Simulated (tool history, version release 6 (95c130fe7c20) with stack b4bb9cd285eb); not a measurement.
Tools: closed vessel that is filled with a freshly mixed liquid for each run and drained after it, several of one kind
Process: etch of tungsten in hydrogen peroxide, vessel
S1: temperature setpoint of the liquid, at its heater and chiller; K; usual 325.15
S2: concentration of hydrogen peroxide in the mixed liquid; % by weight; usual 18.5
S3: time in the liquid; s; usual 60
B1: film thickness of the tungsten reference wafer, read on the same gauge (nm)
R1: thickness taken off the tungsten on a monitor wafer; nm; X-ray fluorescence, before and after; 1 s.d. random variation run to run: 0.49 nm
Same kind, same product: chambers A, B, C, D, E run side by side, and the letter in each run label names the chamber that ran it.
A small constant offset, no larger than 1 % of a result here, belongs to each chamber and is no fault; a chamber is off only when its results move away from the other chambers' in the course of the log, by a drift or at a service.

| run | hour | S1 | S2 | S3 | B1 | R1 |
|---|---|---|---|---|---|---|
| 1C | 5 | 325.15 | 18.5 | 60 | 110.03 | 55.327 |
| 2B | 11.7 | 325.15 | 18.5 | 60 | 110.06 | 55.388 |
| 3D | 16 | 325.15 | 18.5 | 60 | 110 | 54.885 |
| 4A | 19.3 | 325.15 | 18.5 | 60 | 109.93 | 55.316 |
| 5E | 24.1 | 325.15 | 18.5 | 60 | 110.03 | 54.938 |
| 6E | 31.2 | 325.15 | 18.5 | 60 | 109.98 | 54.816 |
| 7B | 37.6 | 325.15 | 18.5 | 60 | 110.05 | 54.216 |
| 8A | 41.4 | 325.15 | 18.5 | 60 | 110 | 54.702 |
| 9C | 46.6 | 325.15 | 18.5 | 60 | 109.96 | 55.151 |
| 10D | 53.3 | 320.15 | 18.5 | 60 | 110.03 | 40.137 |
| 11C | 59.7 | 320.15 | 18.5 | 60 | 109.97 | 40.169 |
| 12E | 63.5 | 320.15 | 18.5 | 60 | 110.01 | 40.9 |
| 13B | 67.2 | 320.15 | 18.5 | 60 | 110.03 | 40.397 |
| 14D | 72 | 320.15 | 18.5 | 60 | 110.02 | 41.081 |
| 15A | 78.4 | 325.15 | 18.5 | 60 | 109.96 | 56.1 |
| 16D | 85.2 | 325.15 | 18.5 | 60 | 110 | 54.632 |
| 17A | 90.9 | 325.15 | 22 | 75 | 110.01 | 77.456 |
| 18E | 94.2 | 325.15 | 22 | 75 | 110 | 74.929 |
| 19B | 101.4 | 325.15 | 22 | 75 | 110.02 | 75.07 |
| 20C | 106.4 | 325.15 | 22 | 75 | 109.98 | 75.439 |
| 21E | 110.6 | 325.15 | 22 | 75 | 110.02 | 75.685 |
| 22D | 116.4 | 325.15 | 18.5 | 60 | 110.02 | 55.08 |
| 23C | 123.9 | 325.15 | 18.5 | 60 | 109.96 | 54.813 |
| 24A | 128 | 325.15 | 18.5 | 60 | 109.99 | 58.905 |
| 25B | 133.2 | 321.15 | 18.5 | 30 | 109.98 | 21.467 |
| 26D | 140 | 321.15 | 18.5 | 30 | 110.03 | 22.052 |
| 27B | 144.5 | 321.15 | 18.5 | 30 | 110.01 | 21.528 |
| 28E | 148 | 321.15 | 18.5 | 30 | 110 | 21.673 |
| 29A | 153.4 | 321.15 | 18.5 | 30 | 109.96 | 23.348 |
| 30C | 158.1 | 325.15 | 18.5 | 60 | 109.98 | 55.15 |
|  | 162.1 | chamber A: peroxide flow meter replaced |
| 31C | 165.3 | 325.15 | 18.5 | 60 | 110.01 | 55.341 |
| 32B | 171.5 | 328.65 | 18.5 | 70 | 110.02 | 78.143 |
| 33D | 175.8 | 328.65 | 18.5 | 70 | 109.99 | 79.628 |
| 34A | 183.1 | 328.65 | 18.5 | 70 | 110 | 88.091 |
| 35E | 187.2 | 328.65 | 18.5 | 70 | 109.97 | 78.797 |
| 36B | 191.8 | 328.65 | 18.5 | 70 | 109.99 | 79.791 |
| 37A | 195.8 | 325.15 | 18.5 | 60 | 110.04 | 61.399 |
| 38D | 201.8 | 325.15 | 18.5 | 60 | 110.02 | 55.273 |
| 39E | 205.7 | 325.15 | 18.5 | 90 | 110.01 | 82.959 |

One chamber off, gauge drift, or nothing amiss beyond the chambers' own small offsets? If it is a chamber, which one, and what is the likeliest cause?

One chamber, A, drifts off from the rest bit by bit.
Most likely cause: liquid hotter than its thermometer reads (K) = 2.12.

Which of the 4 candidates below, each the usual settings with something changed and its results left as question marks, puts chamber A back in line with what the other chambers give on the usual settings?
In-line tolerance around the mean of the other chambers on the usual settings: R1 1.7 nm
| 40A-1 | 211.2 | 325.15 | 13 | 60 |  | ? |
| 40A-2 | 211.2 | 327.15 | 18.5 | 65 |  | ? |
| 40A-3 | 211.2 | 323.15 | 18.5 | 60 |  | ? |
| 40A-4 | 211.2 | 325.15 | 23 | 60 |  | ? |

The other chambers' mean on the usual settings: R1 55.017 nm
| run | R1 |
|---|---|
| 40A-1 | 51.538 |
| 40A-2 | 75.308 |
| 40A-3 | 54.675 |
| 40A-4 | 68.872 |
40A-3 brings the chamber back in line.
